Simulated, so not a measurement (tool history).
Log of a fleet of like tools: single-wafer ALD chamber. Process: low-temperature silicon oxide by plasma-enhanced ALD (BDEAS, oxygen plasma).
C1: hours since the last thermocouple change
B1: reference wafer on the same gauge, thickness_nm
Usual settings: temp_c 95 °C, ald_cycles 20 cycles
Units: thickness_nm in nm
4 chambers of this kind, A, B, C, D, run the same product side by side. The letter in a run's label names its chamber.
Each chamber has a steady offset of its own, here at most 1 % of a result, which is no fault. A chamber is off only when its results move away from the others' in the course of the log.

{"run": "1B", "hour": 13.4, "temp_c": 95, "ald_cycles": 20, "C1": 673.8, "B1": 3.0805, "thickness_nm": 2.9135}
{"hour": 27.4, "done": "chamber D: thermocouple changed; heater temperature recalibrated"}
{"run": "2C", "hour": 27.7, "temp_c": 95, "ald_cycles": 20, "C1": 416.8, "B1": 3.0805, "thickness_nm": 2.8478}
{"run": "3D", "hour": 37.3, "temp_c": 95, "ald_cycles": 20, "C1": 9.9, "B1": 3.0825, "thickness_nm": 2.9066}
{"run": "4A", "hour": 51.2, "temp_c": 95, "ald_cycles": 20, "C1": 1787.8, "B1": 3.0772, "thickness_nm": 2.914}
{"run": "5D", "hour": 60.6, "temp_c": 95, "ald_cycles": 20, "C1": 33.2, "B1": 3.0795, "thickness_nm": 2.9324}
{"run": "6C", "hour": 68.0, "temp_c": 83, "ald_cycles": 18, "C1": 457.1, "B1": 3.085, "thickness_nm": 2.7435}
{"run": "7A", "hour": 81.1, "temp_c": 83, "ald_cycles": 18, "C1": 1817.7, "B1": 3.0756, "thickness_nm": 2.733}
{"run": "8B", "hour": 96.3, "temp_c": 83, "ald_cycles": 18, "C1": 756.7, "B1": 3.0803, "thickness_nm": 2.758}
{"run": "9D", "hour": 108.1, "temp_c": 83, "ald_cycles": 18, "C1": 80.7, "B1": 3.0812, "thickness_nm": 2.728}
{"run": "10B", "hour": 119.0, "temp_c": 104, "ald_cycles": 20, "C1": 779.4, "B1": 3.0798, "thickness_nm": 2.8702}
{"run": "11C", "hour": 133.2, "temp_c": 104, "ald_cycles": 20, "C1": 522.3, "B1": 3.0775, "thickness_nm": 2.8221}
{"run": "12A", "hour": 148.7, "temp_c": 104, "ald_cycles": 20, "C1": 1885.3, "B1": 3.0769, "thickness_nm": 2.8393}
{"run": "13D", "hour": 163.4, "temp_c": 104, "ald_cycles": 20, "C1": 136.0, "B1": 3.0786, "thickness_nm": 2.8402}
{"run": "14A", "hour": 173.3, "temp_c": 95, "ald_cycles": 20, "C1": 1909.9, "B1": 3.0816, "thickness_nm": 2.9375}
{"run": "15B", "hour": 188.4, "temp_c": 95, "ald_cycles": 20, "C1": 848.8, "B1": 3.0803, "thickness_nm": 2.9159}
{"run": "16C", "hour": 197.7, "temp_c": 95, "ald_cycles": 20, "C1": 586.8, "B1": 3.0784, "thickness_nm": 2.8899}
{"run": "17C", "hour": 207.3, "temp_c": 95, "ald_cycles": 20, "C1": 596.4, "B1": 3.0776, "thickness_nm": 2.8773}
{"run": "18B", "hour": 217.5, "temp_c": 95, "ald_cycles": 24, "C1": 877.9, "B1": 3.0783, "thickness_nm": 3.4962}
{"run": "19A", "hour": 225.1, "temp_c": 95, "ald_cycles": 24, "C1": 1961.7, "B1": 3.0767, "thickness_nm": 3.508}
{"run": "20D", "hour": 240.7, "temp_c": 95, "ald_cycles": 24, "C1": 213.3, "B1": 3.0783, "thickness_nm": 3.5008}
{"run": "21D", "hour": 253.4, "temp_c": 95, "ald_cycles": 24, "C1": 226.0, "B1": 3.0816, "thickness_nm": 3.473}
{"run": "22C", "hour": 261.2, "temp_c": 95, "ald_cycles": 20, "C1": 650.3, "B1": 3.0788, "thickness_nm": 2.8794}
{"hour": 274.9, "done": "chamber A: thermocouple changed; heater temperature recalibrated"}
{"run": "23B", "hour": 278.0, "temp_c": 95, "ald_cycles": 20, "C1": 938.4, "B1": 3.0774, "thickness_nm": 2.9565}
{"run": "24A", "hour": 293.3, "temp_c": 95, "ald_cycles": 20, "C1": 18.4, "B1": 3.0826, "thickness_nm": 2.9085}
{"run": "25A", "hour": 308.6, "temp_c": 95, "ald_cycles": 20, "C1": 33.7, "B1": 3.0785, "thickness_nm": 2.9079}
{"run": "26B", "hour": 321.4, "temp_c": 95, "ald_cycles": 20, "C1": 981.8, "B1": 3.0764, "thickness_nm": 2.8984}
{"run": "27D", "hour": 336.8, "temp_c": 95, "ald_cycles": 20, "C1": 309.4, "B1": 3.0763, "thickness_nm": 2.9223}
{"run": "28C", "hour": 346.2, "temp_c": 95, "ald_cycles": 20, "C1": 735.3, "B1": 3.0778, "thickness_nm": 2.8861}
{"run": "29C", "hour": 357.4, "temp_c": 95, "ald_cycles": 20, "C1": 746.5, "B1": 3.0841, "thickness_nm": 2.906}
{"run": "30B", "hour": 366.2, "temp_c": 95, "ald_cycles": 20, "C1": 1026.6, "B1": 3.078, "thickness_nm": 2.9158}
{"run": "31A", "hour": 374.1, "temp_c": 95, "ald_cycles": 20, "C1": 99.2, "B1": 3.0804, "thickness_nm": 2.9535}
{"run": "32D", "hour": 386.8, "temp_c": 95, "ald_cycles": 20, "C1": 359.4, "B1": 3.0812, "thickness_nm": 2.878}
{"run": "33D", "hour": 400.7, "temp_c": 95, "ald_cycles": 20, "C1": 373.3, "B1": 3.0826, "thickness_nm": 2.9084}
{"run": "34A", "hour": 413.0, "temp_c": 95, "ald_cycles": 20, "C1": 138.1, "B1": 3.0792, "thickness_nm": 2.9274}
{"run": "35B", "hour": 426.7, "temp_c": 95, "ald_cycles": 20, "C1": 1087.1, "B1": 3.0807, "thickness_nm": 2.9122}
{"run": "36C", "hour": 437.3, "temp_c": 95, "ald_cycles": 20, "C1": 826.4, "B1": 3.0839, "thickness_nm": 2.88}
{"run": "37D", "hour": 444.7, "temp_c": 95, "ald_cycles": 20, "C1": 417.3, "B1": 3.0799, "thickness_nm": 2.8708}
{"run": "38A", "hour": 459.5, "temp_c": 95, "ald_cycles": 20, "C1": 184.6, "B1": 3.0813, "thickness_nm": 2.9156}
{"run": "39B", "hour": 467.3, "temp_c": 95, "ald_cycles": 20, "C1": 1127.7, "B1": 3.0758, "thickness_nm": 2.9391}
{"run": "40C", "hour": 476.3, "temp_c": 81, "ald_cycles": 20, "C1": 865.4, "B1": 3.0813, "thickness_nm": 3.016}
{"run": "41D", "hour": 488.0, "temp_c": 81, "ald_cycles": 20, "C1": 460.6, "B1": 3.0791, "thickness_nm": 3.0287}
{"run": "42A", "hour": 498.6, "temp_c": 81, "ald_cycles": 20, "C1": 223.7, "B1": 3.077, "thickness_nm": 3.0872}
{"run": "43B", "hour": 515.3, "temp_c": 81, "ald_cycles": 20, "C1": 1175.7, "B1": 3.0835, "thickness_nm": 3.0588}
{"run": "44C", "hour": 528.3, "temp_c": 95, "ald_cycles": 20, "C1": 917.4, "B1": 3.0786, "thickness_nm": 2.8768}

Next, every chamber runs the same settings. What will each give?
{"run": "45A", "hour": 540.2, "temp_c": 95, "ald_cycles": 19, "thickness_nm": "?"}
{"run": "45B", "hour": 540.2, "temp_c": 95, "ald_cycles": 19, "thickness_nm": "?"}
{"run": "45C", "hour": 540.2, "temp_c": 95, "ald_cycles": 19, "thickness_nm": "?"}
{"run": "45D", "hour": 540.2, "temp_c": 95, "ald_cycles": 19, "thickness_nm": "?"}

run=45A thickness_nm=2.7907
run=45B thickness_nm=2.7708
run=45C thickness_nm=2.7563
run=45D thickness_nm=2.7423

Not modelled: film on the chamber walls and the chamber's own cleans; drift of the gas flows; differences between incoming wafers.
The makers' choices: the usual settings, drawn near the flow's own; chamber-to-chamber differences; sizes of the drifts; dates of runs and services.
